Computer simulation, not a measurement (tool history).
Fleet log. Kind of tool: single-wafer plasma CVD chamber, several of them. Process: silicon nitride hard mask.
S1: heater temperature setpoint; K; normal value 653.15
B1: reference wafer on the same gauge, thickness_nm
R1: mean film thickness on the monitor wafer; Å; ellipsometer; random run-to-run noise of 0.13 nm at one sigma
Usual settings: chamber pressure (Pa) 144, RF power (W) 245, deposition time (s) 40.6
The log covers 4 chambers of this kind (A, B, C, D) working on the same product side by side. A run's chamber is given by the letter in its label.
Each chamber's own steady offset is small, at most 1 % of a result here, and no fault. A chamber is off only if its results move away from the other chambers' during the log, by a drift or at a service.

{"run": "1B", "hour": 3.5, "S1": 653.15, "chamber pressure (Pa)": 144, "RF power (W)": 245, "deposition time (s)": 40.6, "B1": 35.617, "R1": 360.78}
{"run": "2A", "hour": 8.2, "S1": 653.15, "chamber pressure (Pa)": 144, "RF power (W)": 245, "deposition time (s)": 40.6, "B1": 35.592, "R1": 363.26}
{"run": "3D", "hour": 14.7, "S1": 653.15, "chamber pressure (Pa)": 144, "RF power (W)": 245, "deposition time (s)": 40.6, "B1": 35.594, "R1": 361.79}
{"run": "4C", "hour": 21.8, "S1": 653.15, "chamber pressure (Pa)": 144, "RF power (W)": 245, "deposition time (s)": 40.6, "B1": 35.586, "R1": 361.85}
{"run": "5B", "hour": 25.8, "S1": 653.15, "chamber pressure (Pa)": 144, "RF power (W)": 245, "deposition time (s)": 40.6, "B1": 35.604, "R1": 360.13}
{"run": "6D", "hour": 32.1, "S1": 653.15, "chamber pressure (Pa)": 144, "RF power (W)": 245, "deposition time (s)": 40.6, "B1": 35.576, "R1": 361.49}
{"run": "7C", "hour": 38.4, "S1": 653.15, "chamber pressure (Pa)": 144, "RF power (W)": 245, "deposition time (s)": 40.6, "B1": 35.615, "R1": 361.29}
{"run": "8A", "hour": 45.2, "S1": 653.15, "chamber pressure (Pa)": 144, "RF power (W)": 245, "deposition time (s)": 40.6, "B1": 35.612, "R1": 359.65}
{"run": "9A", "hour": 50.3, "S1": 653.15, "chamber pressure (Pa)": 144, "RF power (W)": 245, "deposition time (s)": 40.6, "B1": 35.596, "R1": 363.08}
{"run": "10C", "hour": 56.6, "S1": 653.15, "chamber pressure (Pa)": 144, "RF power (W)": 245, "deposition time (s)": 40.6, "B1": 35.582, "R1": 363.37}
{"run": "11B", "hour": 60.1, "S1": 653.15, "chamber pressure (Pa)": 144, "RF power (W)": 245, "deposition time (s)": 37.7, "B1": 35.644, "R1": 335.79}
{"run": "12D", "hour": 63.7, "S1": 653.15, "chamber pressure (Pa)": 144, "RF power (W)": 245, "deposition time (s)": 37.7, "B1": 35.603, "R1": 336.33}
{"run": "13D", "hour": 68.8, "S1": 653.15, "chamber pressure (Pa)": 144, "RF power (W)": 245, "deposition time (s)": 37.7, "B1": 35.59, "R1": 335.7}
{"hour": 69.0, "done": "chamber B: RF generator calibrated"}
{"run": "14B", "hour": 72.6, "S1": 653.15, "chamber pressure (Pa)": 144, "RF power (W)": 245, "deposition time (s)": 37.7, "B1": 35.65, "R1": 334.07}
{"run": "15C", "hour": 78.8, "S1": 653.15, "chamber pressure (Pa)": 144, "RF power (W)": 245, "deposition time (s)": 40.6, "B1": 35.601, "R1": 364.07}
{"run": "16A", "hour": 82.8, "S1": 653.15, "chamber pressure (Pa)": 144, "RF power (W)": 245, "deposition time (s)": 40.6, "B1": 35.627, "R1": 363.31}
{"run": "17C", "hour": 87.4, "S1": 653.15, "chamber pressure (Pa)": 144, "RF power (W)": 245, "deposition time (s)": 40.6, "B1": 35.611, "R1": 363.3}
{"run": "18D", "hour": 91.0, "S1": 653.15, "chamber pressure (Pa)": 144, "RF power (W)": 245, "deposition time (s)": 40.6, "B1": 35.609, "R1": 359.57}
{"run": "19B", "hour": 97.2, "S1": 653.15, "chamber pressure (Pa)": 144, "RF power (W)": 245, "deposition time (s)": 40.6, "B1": 35.612, "R1": 359.29}
{"run": "20A", "hour": 104.0, "S1": 653.15, "chamber pressure (Pa)": 144, "RF power (W)": 245, "deposition time (s)": 40.6, "B1": 35.614, "R1": 360.1}
{"run": "21B", "hour": 109.0, "S1": 653.15, "chamber pressure (Pa)": 144, "RF power (W)": 245, "deposition time (s)": 40.6, "B1": 35.609, "R1": 360.4}
{"run": "22C", "hour": 115.3, "S1": 653.15, "chamber pressure (Pa)": 144, "RF power (W)": 245, "deposition time (s)": 40.6, "B1": 35.586, "R1": 362.16}
{"run": "23A", "hour": 118.5, "S1": 653.15, "chamber pressure (Pa)": 144, "RF power (W)": 245, "deposition time (s)": 40.6, "B1": 35.587, "R1": 361.75}
{"run": "24D", "hour": 122.9, "S1": 653.15, "chamber pressure (Pa)": 144, "RF power (W)": 245, "deposition time (s)": 40.6, "B1": 35.605, "R1": 357.28}
{"run": "25A", "hour": 127.8, "S1": 653.15, "chamber pressure (Pa)": 144, "RF power (W)": 245, "deposition time (s)": 40.6, "B1": 35.623, "R1": 360.81}
{"run": "26B", "hour": 133.1, "S1": 653.15, "chamber pressure (Pa)": 144, "RF power (W)": 210, "deposition time (s)": 40.6, "B1": 35.621, "R1": 321.72}
{"run": "27D", "hour": 136.5, "S1": 653.15, "chamber pressure (Pa)": 144, "RF power (W)": 210, "deposition time (s)": 40.6, "B1": 35.584, "R1": 317.72}
{"run": "28C", "hour": 141.4, "S1": 653.15, "chamber pressure (Pa)": 144, "RF power (W)": 210, "deposition time (s)": 40.6, "B1": 35.592, "R1": 323.87}
{"run": "29C", "hour": 147.3, "S1": 653.15, "chamber pressure (Pa)": 144, "RF power (W)": 210, "deposition time (s)": 40.6, "B1": 35.594, "R1": 324.11}
{"run": "30B", "hour": 150.8, "S1": 653.15, "chamber pressure (Pa)": 144, "RF power (W)": 245, "deposition time (s)": 40.6, "B1": 35.577, "R1": 362.75}
{"run": "31A", "hour": 155.5, "S1": 653.15, "chamber pressure (Pa)": 144, "RF power (W)": 245, "deposition time (s)": 40.6, "B1": 35.626, "R1": 361.84}
{"run": "32D", "hour": 161.4, "S1": 653.15, "chamber pressure (Pa)": 144, "RF power (W)": 245, "deposition time (s)": 40.6, "B1": 35.592, "R1": 358.02}
{"run": "33D", "hour": 166.1, "S1": 653.15, "chamber pressure (Pa)": 144, "RF power (W)": 245, "deposition time (s)": 40.6, "B1": 35.569, "R1": 355.83}
{"run": "34C", "hour": 170.3, "S1": 653.15, "chamber pressure (Pa)": 144, "RF power (W)": 245, "deposition time (s)": 40.6, "B1": 35.612, "R1": 362.86}
{"run": "35B", "hour": 174.5, "S1": 653.15, "chamber pressure (Pa)": 144, "RF power (W)": 245, "deposition time (s)": 40.6, "B1": 35.629, "R1": 358.89}
{"run": "36A", "hour": 179.9, "S1": 653.15, "chamber pressure (Pa)": 144, "RF power (W)": 245, "deposition time (s)": 40.6, "B1": 35.582, "R1": 361.42}
{"run": "37B", "hour": 183.6, "S1": 653.15, "chamber pressure (Pa)": 144, "RF power (W)": 245, "deposition time (s)": 40.6, "B1": 35.59, "R1": 361.88}
{"run": "38C", "hour": 187.6, "S1": 653.15, "chamber pressure (Pa)": 144, "RF power (W)": 245, "deposition time (s)": 40.6, "B1": 35.567, "R1": 362.15}
{"run": "39A", "hour": 193.3, "S1": 653.15, "chamber pressure (Pa)": 144, "RF power (W)": 245, "deposition time (s)": 40.6, "B1": 35.6, "R1": 360.82}
{"run": "40D", "hour": 198.8, "S1": 653.15, "chamber pressure (Pa)": 144, "RF power (W)": 245, "deposition time (s)": 40.6, "B1": 35.591, "R1": 352.49}
{"run": "41C", "hour": 205.0, "S1": 653.15, "chamber pressure (Pa)": 144, "RF power (W)": 245, "deposition time (s)": 40.6, "B1": 35.579, "R1": 362.07}
{"run": "42B", "hour": 209.1, "S1": 653.15, "chamber pressure (Pa)": 144, "RF power (W)": 245, "deposition time (s)": 40.6, "B1": 35.608, "R1": 358.45}
{"run": "43D", "hour": 213.3, "S1": 653.15, "chamber pressure (Pa)": 144, "RF power (W)": 245, "deposition time (s)": 40.6, "B1": 35.576, "R1": 354.7}

Each of the 4 chambers runs these same settings next. Fill in every chamber's results:
{"run": "44A", "hour": 218.5, "S1": 653.15, "chamber pressure (Pa)": 144, "RF power (W)": 245, "deposition time (s)": 40.6, "R1": "?"}
{"run": "44B", "hour": 218.5, "S1": 653.15, "chamber pressure (Pa)": 144, "RF power (W)": 245, "deposition time (s)": 40.6, "R1": "?"}
{"run": "44C", "hour": 218.5, "S1": 653.15, "chamber pressure (Pa)": 144, "RF power (W)": 245, "deposition time (s)": 40.6, "R1": "?"}
{"run": "44D", "hour": 218.5, "S1": 653.15, "chamber pressure (Pa)": 144, "RF power (W)": 245, "deposition time (s)": 40.6, "R1": "?"}

run=44A R1=362.21
run=44B R1=359.51
run=44C R1=363.21
run=44D R1=352.61
